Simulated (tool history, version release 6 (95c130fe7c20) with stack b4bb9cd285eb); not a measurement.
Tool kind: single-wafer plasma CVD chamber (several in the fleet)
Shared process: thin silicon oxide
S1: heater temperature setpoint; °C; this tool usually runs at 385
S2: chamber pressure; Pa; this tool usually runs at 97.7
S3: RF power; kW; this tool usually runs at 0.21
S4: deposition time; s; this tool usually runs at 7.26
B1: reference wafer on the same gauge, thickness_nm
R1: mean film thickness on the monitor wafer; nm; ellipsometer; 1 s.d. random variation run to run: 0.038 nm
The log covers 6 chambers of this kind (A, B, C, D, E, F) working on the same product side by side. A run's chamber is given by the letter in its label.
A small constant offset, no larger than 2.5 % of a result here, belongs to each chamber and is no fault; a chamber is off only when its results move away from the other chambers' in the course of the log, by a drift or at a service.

run,hour,S1,S2,S3,S4,B1,R1
1C,5.6,385,97.7,0.21,7.26,11.302,10.522
2B,11.8,385,97.7,0.21,7.26,11.295,10.555
3A,18.6,385,97.7,0.21,7.26,11.299,10.241
4F,30.1,385,97.7,0.21,7.26,11.291,10.341
# hour 30.4: chamber C: RF generator calibrated
5E,41.4,385,97.7,0.21,7.26,11.3,10.643
6D,46.8,385,97.7,0.21,7.26,11.305,10.526
7A,53.8,385,97.7,0.21,7.26,11.297,10.277
8C,64.5,385,97.7,0.21,7.26,11.301,10.505
9E,72.3,385,97.7,0.21,7.26,11.307,10.686
10D,79.3,385,97.7,0.21,7.26,11.303,10.594
11F,91,385,97.7,0.21,7.26,11.307,10.395
12B,98,385,97.7,0.21,7.26,11.294,10.597
13E,105.3,385,97.7,0.21,7.26,11.306,10.585
14A,111.4,385,97.7,0.21,7.26,11.308,10.325
15B,117.6,370,97.7,0.185,7.26,11.295,9.9355
16D,129.2,370,97.7,0.185,7.26,11.307,9.9924
17F,135.7,370,97.7,0.185,7.26,11.305,9.8204
18C,143.9,370,97.7,0.185,7.26,11.308,10.075
19D,152.6,370,97.7,0.185,7.26,11.308,9.9861
20B,162.5,370,97.7,0.185,7.26,11.295,9.9294
# hour 163.3: chamber E: capacitance manometer re-zeroed and calibrated
21F,172,385,97.7,0.21,7.26,11.294,10.418
# hour 174.5: chamber F: capacitance manometer re-zeroed and calibrated
# hour 176.9: chamber C: capacitance manometer re-zeroed and calibrated
22C,178.6,385,97.7,0.21,7.26,11.312,10.102
23E,186,385,88.7,0.21,5.9,11.304,7.7788
24A,194.6,385,88.7,0.21,5.9,11.292,7.4931
25C,205.9,385,88.7,0.21,5.9,11.297,7.3784
26E,215.9,385,88.7,0.21,5.9,11.3,7.8068
27A,222.7,385,88.7,0.21,5.9,11.288,7.5293
28F,230.3,385,88.7,0.21,5.9,11.304,7.6696
29B,241.6,385,97.7,0.21,7.26,11.287,10.558
30D,250.4,385,97.7,0.195,7.26,11.297,10.159
31B,259.3,385,97.7,0.195,7.26,11.307,10.195
# hour 266.9: chamber E: thermocouple changed; heater temperature recalibrated
32E,270.3,385,97.7,0.195,7.26,11.294,10.254
33F,275.7,385,97.7,0.195,7.26,11.303,10.024
34C,285.4,385,97.7,0.195,7.26,11.305,9.6814
35D,296.4,385,97.7,0.195,7.26,11.301,10.181
36A,308,385,97.7,0.21,8.4,11.295,11.91
37C,316.2,385,97.7,0.21,8.4,11.303,11.583
38E,323.4,385,97.7,0.21,8.4,11.299,12.307
39B,331.7,385,97.7,0.21,8.4,11.293,12.136
# hour 334.1: chamber F: thermocouple changed; heater temperature recalibrated
40F,340.2,385,97.7,0.21,8.4,11.305,12.032
41A,351.4,385,97.7,0.21,8.4,11.296,11.893

Each of the 6 chambers runs these same settings next. Fill in every chamber's results:
42A,360,385,97.7,0.225,7.26,,?
42B,360,385,97.7,0.225,7.26,,?
42C,360,385,97.7,0.225,7.26,,?
42D,360,385,97.7,0.225,7.26,,?
42E,360,385,97.7,0.225,7.26,,?
42F,360,385,97.7,0.225,7.26,,?

run,R1
42A,10.648
42B,10.916
42C,10.291
42D,10.934
42E,11.005
42F,10.713
